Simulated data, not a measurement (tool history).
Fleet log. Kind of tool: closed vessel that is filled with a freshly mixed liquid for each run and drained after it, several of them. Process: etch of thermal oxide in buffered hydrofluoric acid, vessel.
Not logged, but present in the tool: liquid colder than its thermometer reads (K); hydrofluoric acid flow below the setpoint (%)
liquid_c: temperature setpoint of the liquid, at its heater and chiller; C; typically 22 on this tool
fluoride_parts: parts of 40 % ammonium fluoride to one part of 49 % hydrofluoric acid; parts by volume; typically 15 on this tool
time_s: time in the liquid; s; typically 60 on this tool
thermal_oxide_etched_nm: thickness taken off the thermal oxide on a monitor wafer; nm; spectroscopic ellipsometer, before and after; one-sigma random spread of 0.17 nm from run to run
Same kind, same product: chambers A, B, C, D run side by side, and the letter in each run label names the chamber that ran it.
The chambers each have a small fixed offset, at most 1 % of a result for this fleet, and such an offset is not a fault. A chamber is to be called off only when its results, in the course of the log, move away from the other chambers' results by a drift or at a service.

run,hour,liquid_c,fluoride_parts,time_s,hours since the thermometer was replaced,hours since the hydrofluoric acid flow meter was replaced,"read-back film thickness of the thermal oxide reference wafer, read on the same gauge (nm)",thermal_oxide_etched_nm
1C,6.6,22,15,60,1099.6,446.7,139.94,39.198
2A,12.8,22,15,60,263.5,1132.5,140.01,39.235
3D,18.3,22,15,60,809.2,373.7,140.01,39.501
4B,21.3,22,15,60,2476.9,555.2,140.01,39.281
5B,27.2,26,13,60,2482.8,561.1,140.01,55.903
6C,33.2,26,13,60,1126.2,473.3,139.99,56.068
7A,37.2,26,13,60,287.9,1156.9,139.99,55.627
8D,40.6,26,13,60,831.5,396,139.98,57.016
9B,45.2,22,15,60,2500.8,579.1,139.98,39.458
10A,48.8,22,15,60,299.5,1168.5,140.01,39.154
11D,53.6,25,19.5,60,844.5,409,139.95,36.144
12C,59.6,25,19.5,60,1152.6,499.7,140.01,36.034
13B,65.2,25,19.5,60,2520.8,599.1,140,35.849
14A,71.7,25,19.5,60,322.4,1191.4,140.04,35.602
15C,75.1,22,15,60,1168.1,515.2,140.06,39.41
16D,81.5,22,15,60,872.4,436.9,139.97,39.218
17C,87,22,15,60,1180,527.1,140,39.162
18B,91.1,22,15,60,2546.7,625,139.98,39.479
19A,96.9,22,15,60,347.6,1216.6,140.01,39.283
20D,100.9,19,19,60,891.8,456.3,140.02,26.042
21D,106.2,19,19,60,897.1,461.6,140.02,25.887
22C,111.2,19,19,60,1204.2,551.3,140.02,26.402
23A,116.4,19,19,60,367.1,1236.1,140.02,26.198
24B,122.4,25.5,12.5,60,2578,656.3,139.96,56.887
25D,126,25.5,12.5,60,916.9,481.4,139.97,56.338
26B,131.8,25.5,12.5,60,2587.4,665.7,140,56.542
27A,135,25.5,12.5,60,385.7,1254.7,140.01,56.244
28C,141.4,22,15,60,1234.4,581.5,139.95,39.29
29C,144.6,22,15,60,1237.6,584.7,139.99,39.388
30D,150.4,22,15,60,941.3,505.8,139.99,37.95
31A,153.3,22,15,60,404,1273,140.02,39.21
32B,157.8,22,15,60,2613.4,691.7,139.97,39.299
33C,163.4,22,15,60,1256.4,603.5,140.01,39.389
34B,167.4,22,15,60,2623,701.3,140.03,39.4

The same settings go to every chamber for the next run, one line per chamber below. Forecast the results for each:
35A,172.1,22,15,60,,,,?
35B,172.1,22,15,60,,,,?
35C,172.1,22,15,60,,,,?
35D,172.1,22,15,60,,,,?

run,thermal_oxide_etched_nm
35A,39.076
35B,39.594
35C,39.283
35D,38.159
